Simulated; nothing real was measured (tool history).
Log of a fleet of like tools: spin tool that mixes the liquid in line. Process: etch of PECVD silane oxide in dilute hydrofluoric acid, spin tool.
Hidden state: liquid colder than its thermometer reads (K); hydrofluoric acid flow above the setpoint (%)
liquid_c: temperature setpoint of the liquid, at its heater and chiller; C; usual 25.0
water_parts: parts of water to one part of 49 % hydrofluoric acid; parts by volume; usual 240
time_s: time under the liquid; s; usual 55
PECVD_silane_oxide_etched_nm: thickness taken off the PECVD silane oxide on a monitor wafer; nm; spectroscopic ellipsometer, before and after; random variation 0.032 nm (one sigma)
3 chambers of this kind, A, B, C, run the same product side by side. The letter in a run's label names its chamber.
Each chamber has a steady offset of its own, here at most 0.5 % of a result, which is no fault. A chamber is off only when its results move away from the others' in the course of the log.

run   hour  liquid_c  water_parts  time_s  hours since the thermometer was replaced  hours since the hydrofluoric acid flow meter was replaced  read-back film thickness of the PECVD silane oxide reference wafer, read on the same gauge (nm)  PECVD_silane_oxide_etched_nm
 1B    7.4      25.0          240      55                                     653.5                                                     1024.0                                                                                           69.991                        5.2974
 2A   13.1      25.0          240      55                                     478.2                                                      778.0                                                                                           70.007                        5.3972
 3C   19.1      25.0          240      55                                    2032.3                                                      450.5                                                                                           69.994                        5.4074
 4A   25.2      25.0          240      55                                     490.3                                                      790.1                                                                                           70.031                        5.3225
 5B   31.4      25.0          240      55                                     677.5                                                     1048.0                                                                                           70.013                        5.3221
 6C   37.0      25.0          240      55                                    2050.2                                                      468.4                                                                                           69.995                        5.3399
 7A   47.0      25.0          240      55                                     512.1                                                      811.9                                                                                           69.989                        5.3437
 8B   59.1      25.0          240      30                                     705.2                                                     1075.7                                                                                           70.002                        2.8945
 9C   70.9      25.0          240      30                                    2084.1                                                      502.3                                                                                           70.003                        2.9622
      76.2  -- chamber C: hydrofluoric acid flow meter replaced
10C   81.9      25.0          240      30                                    2095.1                                                        5.7                                                                                           69.993                        2.9422
11B   87.6      25.0          240      55                                     733.7                                                     1104.2                                                                                           70.005                        5.3146
12A   97.8      25.0          240      55                                     562.9                                                      862.7                                                                                           70.036                        5.3918
13C  106.1      23.5          325      55                                    2119.3                                                       29.9                                                                                           70.009                        3.4318
14B  112.8      23.5          325      55                                     758.9                                                     1129.4                                                                                           70.012                        3.3956
15A  120.1      23.5          325      55                                     585.2                                                      885.0                                                                                           69.986                        3.5353
16A  131.3      25.0          240      55                                     596.4                                                      896.2                                                                                           70.014                        5.4685
17C  139.6      25.0          240      40                                    2152.8                                                       63.4                                                                                           69.978                        3.9122
18B  145.2      25.0          240      40                                     791.3                                                     1161.8                                                                                           70.020                        3.8367
19A  154.1      25.0          240      40                                     619.2                                                      919.0                                                                                           69.990                        4.0168
20B  161.6      25.0          240      55                                     807.7                                                     1178.2                                                                                           70.008                        5.3107
21C  171.5      25.0          240      55                                    2184.7                                                       95.3                                                                                           69.995                        5.3587
22B  181.0      25.0          240      55                                     827.1                                                     1197.6                                                                                           70.010                        5.2592
23C  190.0      25.0          240      55                                    2203.2                                                      113.8                                                                                           69.990                        5.4501
24A  199.8      21.5          240      65                                     664.9                                                      964.7                                                                                           69.970                        5.8500
25B  210.2      21.5          240      65                                     856.3                                                     1226.8                                                                                           69.971                        5.5556
26C  218.2      21.5          240      65                                    2231.4                                                      142.0                                                                                           69.998                        5.5737
27A  224.9      25.0          240      55                                     690.0                                                      989.8                                                                                           70.014                        5.6346
28B  231.9      25.0          240      55                                     878.0                                                     1248.5                                                                                           70.009                        5.3636
29C  243.4      25.0          240      55                                    2256.6                                                      167.2                                                                                           69.991                        5.3918
30A  254.0      25.0          195      30                                     719.1                                                     1018.9                                                                                           70.006                        4.0543
31A  263.6      25.0          195      30                                     728.7                                                     1028.5                                                                                           69.981                        4.0419

Next, every chamber runs the same settings. What will each give?
32A  272.7      25.0          240      55                                                                                                                                                                                                                                   ?
32B  272.7      25.0          240      55                                                                                                                                                                                                                                   ?
32C  272.7      25.0          240      55                                                                                                                                                                                                                                   ?

run  PECVD_silane_oxide_etched_nm
32A                        5.7713
32B                        5.2935
32C                        5.3415

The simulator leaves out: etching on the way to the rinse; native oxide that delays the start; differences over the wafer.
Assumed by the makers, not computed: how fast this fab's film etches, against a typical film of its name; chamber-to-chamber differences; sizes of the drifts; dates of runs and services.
